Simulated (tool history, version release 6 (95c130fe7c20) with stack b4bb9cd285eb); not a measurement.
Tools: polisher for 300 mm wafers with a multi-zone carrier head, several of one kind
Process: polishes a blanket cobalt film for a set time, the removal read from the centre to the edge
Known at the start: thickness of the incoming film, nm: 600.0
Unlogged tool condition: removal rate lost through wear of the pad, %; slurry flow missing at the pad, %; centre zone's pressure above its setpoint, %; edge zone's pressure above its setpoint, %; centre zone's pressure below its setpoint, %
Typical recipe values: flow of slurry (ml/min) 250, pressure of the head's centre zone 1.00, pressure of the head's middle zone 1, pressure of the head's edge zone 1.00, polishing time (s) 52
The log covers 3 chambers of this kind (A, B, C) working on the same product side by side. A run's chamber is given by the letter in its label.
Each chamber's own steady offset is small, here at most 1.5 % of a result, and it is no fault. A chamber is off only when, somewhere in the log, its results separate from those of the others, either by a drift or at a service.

| run | hour | flow of slurry (ml/min) | pressure of the head's centre zone | pressure of the head's middle zone | pressure of the head's edge zone | polishing time (s) | wafers polished on this pad | hours since the slurry nozzle was cleaned | hours since the centre zone pressure was calibrated | hours since the edge zone pressure was calibrated | film removed at the wafer's centre (angstrom) | film removed at mid-radius (angstrom) | film removed at the wafer's edge (angstrom) |
|---|---|---|---|---|---|---|---|---|---|---|---|---|---|
| 1A | 9.4 | 250 | 1.00 | 1 | 1.00 | 52 | 473 | 178.4 | 773.7 | 987.5 | 1739.5 | 1750.0 | 1750.1 |
| 2B | 21.3 | 250 | 1.00 | 1 | 1.00 | 52 | 424 | 307.8 | 1041.9 | 656.6 | 1714.8 | 1719.8 | 1758.3 |
| 3C | 29.2 | 250 | 1.00 | 1 | 1.00 | 52 | 725 | 175.7 | 386.3 | 716.9 | 1767.9 | 1748.3 | 1773.3 |
| 4A | 43.0 | 250 | 1.00 | 1 | 1.00 | 52 | 692 | 212.0 | 807.3 | 1021.1 | 1738.4 | 1759.6 | 1764.3 |
| 5C | 53.5 | 250 | 1.00 | 1 | 1.00 | 52 | 883 | 200.0 | 410.6 | 741.2 | 1733.9 | 1745.1 | 1752.2 |
|  | 59.2 | chamber B: edge zone pressure recalibrated |
| 6B | 64.6 | 250 | 1.00 | 1 | 1.00 | 52 | 705 | 351.1 | 1085.2 | 5.5 | 1740.5 | 1756.6 | 1727.7 |
| 7C | 73.2 | 250 | 1.00 | 1 | 1.00 | 52 | 1011 | 219.7 | 430.3 | 760.9 | 1764.7 | 1725.7 | 1745.1 |
|  | 81.5 | chamber A: worn pad replaced by a new one |
|  | 82.4 | chamber C: centre zone pressure recalibrated |
| 8A | 87.1 | 250 | 1.00 | 1 | 1.00 | 52 | 36 | 256.1 | 851.4 | 1065.2 | 1736.7 | 1741.3 | 1764.0 |
| 9B | 99.9 | 250 | 1.00 | 1 | 1.00 | 52 | 935 | 386.4 | 1120.5 | 40.8 | 1688.0 | 1727.5 | 1725.9 |
| 10A | 106.5 | 325 | 1.00 | 1 | 1.00 | 52 | 163 | 275.5 | 870.8 | 1084.6 | 1776.0 | 1794.6 | 1792.7 |
|  | 118.3 | chamber B: slurry nozzle cleaned |
| 11B | 118.7 | 325 | 1.00 | 1 | 1.00 | 52 | 1058 | 0.4 | 1139.3 | 59.6 | 1776.2 | 1829.5 | 1810.3 |
| 12C | 127.9 | 325 | 1.00 | 1 | 1.00 | 52 | 1367 | 274.4 | 45.5 | 815.6 | 1834.8 | 1776.2 | 1809.1 |
| 13B | 137.2 | 250 | 1.00 | 1 | 1.00 | 46 | 1178 | 18.9 | 1157.8 | 78.1 | 1516.5 | 1573.1 | 1544.2 |
|  | 144.9 | chamber B: worn pad replaced by a new one |
|  | 145.3 | chamber C: worn pad replaced by a new one |
| 14C | 146.7 | 250 | 1.00 | 1 | 1.00 | 46 | 9 | 293.2 | 64.3 | 834.4 | 1567.5 | 1551.5 | 1558.7 |
| 15A | 154.9 | 250 | 1.00 | 1 | 1.00 | 46 | 478 | 323.9 | 919.2 | 1133.0 | 1531.6 | 1552.9 | 1551.0 |
| 16B | 162.2 | 250 | 1.00 | 1 | 1.00 | 52 | 112 | 43.9 | 1182.8 | 103.1 | 1728.6 | 1757.6 | 1743.9 |
| 17C | 174.8 | 250 | 1.00 | 1 | 1.00 | 52 | 192 | 321.3 | 92.4 | 862.5 | 1743.5 | 1773.6 | 1770.8 |
| 18A | 186.3 | 250 | 1.00 | 1 | 1.00 | 52 | 682 | 355.3 | 950.6 | 1164.4 | 1725.0 | 1735.1 | 1732.6 |
|  | 193.7 | chamber B: centre zone pressure recalibrated |
| 19C | 194.6 | 250 | 1.00 | 1 | 0.91 | 52 | 321 | 341.1 | 112.2 | 882.3 | 1744.6 | 1741.6 | 1690.3 |
| 20B | 204.5 | 250 | 1.00 | 1 | 0.91 | 52 | 388 | 86.2 | 10.8 | 145.4 | 1620.0 | 1749.0 | 1659.3 |
| 21A | 214.8 | 250 | 1.00 | 1 | 0.91 | 52 | 868 | 383.8 | 979.1 | 1192.9 | 1765.6 | 1715.2 | 1671.1 |
| 22A | 224.4 | 250 | 1.00 | 1 | 1.00 | 52 | 930 | 393.4 | 988.7 | 1202.5 | 1739.9 | 1758.6 | 1772.3 |
| 23B | 230.8 | 250 | 1.00 | 1 | 1.00 | 52 | 559 | 112.5 | 37.1 | 171.7 | 1654.0 | 1770.3 | 1739.8 |
|  | 234.5 | chamber A: worn pad replaced by a new one |
| 24C | 240.6 | 250 | 1.00 | 1 | 1.00 | 52 | 620 | 387.1 | 158.2 | 928.3 | 1784.0 | 1753.1 | 1756.9 |
| 25B | 247.7 | 250 | 1.00 | 1 | 1.00 | 52 | 669 | 129.4 | 54.0 | 188.6 | 1630.6 | 1767.2 | 1748.2 |
| 26A | 257.0 | 250 | 1.00 | 1 | 1.00 | 52 | 146 | 426.0 | 1021.3 | 1235.1 | 1748.9 | 1733.9 | 1753.7 |
| 27C | 270.2 | 250 | 1.00 | 1 | 1.00 | 52 | 813 | 416.7 | 187.8 | 957.9 | 1754.7 | 1747.0 | 1770.6 |
| 28A | 280.0 | 250 | 1.00 | 1 | 1.00 | 52 | 296 | 449.0 | 1044.3 | 1258.1 | 1716.8 | 1746.9 | 1755.9 |
| 29B | 286.6 | 250 | 1.00 | 1 | 1.00 | 52 | 922 | 168.3 | 92.9 | 227.5 | 1655.8 | 1768.3 | 1737.5 |
| 30C | 293.5 | 250 | 1.00 | 1 | 1.00 | 52 | 965 | 440.0 | 211.1 | 981.2 | 1724.2 | 1752.4 | 1743.3 |
| 31A | 304.2 | 250 | 1.00 | 1 | 1.00 | 52 | 453 | 473.2 | 1068.5 | 1282.3 | 1734.6 | 1767.1 | 1747.2 |
| 32C | 314.8 | 250 | 1.00 | 1 | 1.00 | 52 | 1103 | 461.3 | 232.4 | 1002.5 | 1747.3 | 1761.0 | 1754.5 |
| 33B | 328.2 | 175 | 1.05 | 1 | 1.00 | 52 | 1193 | 209.9 | 134.5 | 269.1 | 1614.5 | 1687.7 | 1697.6 |
| 34C | 342.3 | 175 | 1.05 | 1 | 1.00 | 52 | 1282 | 488.8 | 259.9 | 1030.0 | 1755.2 | 1620.2 | 1716.6 |
| 35A | 351.5 | 175 | 1.05 | 1 | 1.00 | 52 | 761 | 520.5 | 1115.8 | 1329.6 | 1751.3 | 1665.1 | 1678.2 |
|  | 358.9 | chamber C: worn pad replaced by a new one |
| 36B | 363.3 | 250 | 1.00 | 1 | 1.00 | 52 | 1422 | 245.0 | 169.6 | 304.2 | 1607.7 | 1762.4 | 1733.2 |
|  | 370.2 | chamber A: worn pad replaced by a new one |
| 37B | 374.4 | 250 | 1.00 | 1 | 1.00 | 52 | 1494 | 256.1 | 180.7 | 315.3 | 1608.0 | 1744.8 | 1741.9 |
| 38A | 382.1 | 250 | 1.00 | 1 | 1.00 | 52 | 78 | 551.1 | 1146.4 | 1360.2 | 1730.6 | 1762.5 | 1754.1 |
|  | 393.0 | chamber B: worn pad replaced by a new one |
| 39C | 394.4 | 250 | 1.00 | 1 | 1.00 | 52 | 231 | 540.9 | 312.0 | 1082.1 | 1754.1 | 1765.5 | 1792.3 |
| 40C | 404.7 | 250 | 1.00 | 1 | 1.00 | 52 | 298 | 551.2 | 322.3 | 1092.4 | 1754.9 | 1768.3 | 1792.0 |
| 41A | 415.3 | 250 | 1.00 | 1 | 1.00 | 52 | 294 | 584.3 | 1179.6 | 1393.4 | 1749.8 | 1756.4 | 1779.0 |
| 42B | 426.4 | 250 | 1.00 | 1 | 1.00 | 52 | 217 | 308.1 | 232.7 | 367.3 | 1629.9 | 1742.4 | 1754.0 |
| 43B | 433.1 | 250 | 1.00 | 1 | 1.00 | 52 | 261 | 314.8 | 239.4 | 374.0 | 1626.9 | 1761.2 | 1749.6 |
| 44A | 446.3 | 250 | 1.00 | 1 | 1.00 | 52 | 496 | 615.3 | 1210.6 | 1424.4 | 1728.0 | 1736.0 | 1756.2 |

All 3 chambers run these settings next. Forecast each chamber's results:
| 45A | 456.6 | 290 | 1.00 | 1 | 1.00 | 52 |  |  |  |  | ? | ? | ? |
| 45B | 456.6 | 290 | 1.00 | 1 | 1.00 | 52 |  |  |  |  | ? | ? | ? |
| 45C | 456.6 | 290 | 1.00 | 1 | 1.00 | 52 |  |  |  |  | ? | ? | ? |

| run | film removed at the wafer's centre (angstrom) | film removed at mid-radius (angstrom) | film removed at the wafer's edge (angstrom) |
|---|---|---|---|
| 45A | 1787.2 | 1750.7 | 1761.3 |
| 45B | 1658.2 | 1799.0 | 1753.7 |
| 45C | 1780.2 | 1776.2 | 1770.5 |
